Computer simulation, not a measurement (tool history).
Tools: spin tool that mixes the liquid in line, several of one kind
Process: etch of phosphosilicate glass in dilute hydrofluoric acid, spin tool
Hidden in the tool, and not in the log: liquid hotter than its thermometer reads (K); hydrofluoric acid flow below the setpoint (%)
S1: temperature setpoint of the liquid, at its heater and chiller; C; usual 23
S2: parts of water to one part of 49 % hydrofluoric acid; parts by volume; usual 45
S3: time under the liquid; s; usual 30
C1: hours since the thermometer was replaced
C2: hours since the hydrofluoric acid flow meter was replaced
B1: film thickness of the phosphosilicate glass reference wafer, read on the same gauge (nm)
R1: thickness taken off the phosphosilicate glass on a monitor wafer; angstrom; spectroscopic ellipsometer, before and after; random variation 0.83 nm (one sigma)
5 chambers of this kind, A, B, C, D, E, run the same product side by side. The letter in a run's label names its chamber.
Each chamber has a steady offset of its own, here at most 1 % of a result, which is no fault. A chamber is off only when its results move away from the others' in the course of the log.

run,hour,S1,S2,S3,C1,C2,B1,R1
1E,8.2,23,45,30,834.9,1334.9,120.01,1369
2C,16.9,23,45,30,334.6,218.7,120,1382.1
3D,25,23,45,30,89.9,615.9,120,1363.5
4B,32,23,45,30,407.6,326.7,119.98,1364.3
5A,38.2,23,45,30,1014.1,1722.6,120,1363.6
6A,46.2,19,45,30,1022.1,1730.6,120,1146.5
7D,50.7,19,45,30,115.6,641.6,120.01,1175.2
8C,55.6,19,45,30,373.3,257.4,119.97,1163.4
9E,64.5,19,45,30,891.2,1391.2,120,1164.7
10B,73,19,45,30,448.6,367.7,120.03,1153.3
11E,77.8,23,45,30,904.5,1404.5,119.99,1365.9
12D,82.2,23,45,30,147.1,673.1,119.99,1383.6
13C,86.4,23,45,30,404.1,288.2,119.99,1377.8
14A,93.8,23,45,30,1069.7,1778.2,120.01,1363.5
15B,102.3,23,45,30,477.9,397,119.98,1371
16C,111.1,23,45,30,428.8,312.9,120,1362.5
17A,119.2,23,45,30,1095.1,1803.6,119.97,1364.9
18E,125.6,23,45,30,952.3,1452.3,119.99,1372.4
19D,133,23,45,30,197.9,723.9,120,1373.2
20B,137.2,23,45,30,512.8,431.9,119.99,1361.9
21C,144.8,23,45,30,462.5,346.6,120.02,1375
22D,148.8,23,45,30,213.7,739.7,119.99,1374.9
23E,153.8,23,45,30,980.5,1480.5,120,1383.3
24A,162.2,23,45,30,1138.1,1846.6,119.99,1350.3
25B,168.7,23,45,30,544.3,463.4,120,1366.6
26C,173.2,23,45,30,490.9,375,120,1357.1
27B,177.9,23,45,30,553.5,472.6,119.97,1371.8
28A,183.7,23,45,30,1159.6,1868.1,120.01,1373.3
# hour 187.7: chamber A: hydrofluoric acid flow meter replaced
29D,189.2,23,45,30,254.1,780.1,120.01,1386.7
30E,196.3,23,45,30,1023,1523,120.01,1361.1
31D,204.3,23,45,30,269.2,795.2,120,1386
32C,208.9,23,45,30,526.6,410.7,120.03,1384.2
33E,214.9,23,45,30,1041.6,1541.6,120.01,1372.2
34A,221.9,23,65,30,1197.8,34.3,119.99,912.13

What goes on in this fleet: one chamber off, a drifting gauge, or nothing beyond the chambers' own small offsets? Name the chamber and the cause, if any.

No chamber stands off beyond its own small offset, and the gauge holds steady.
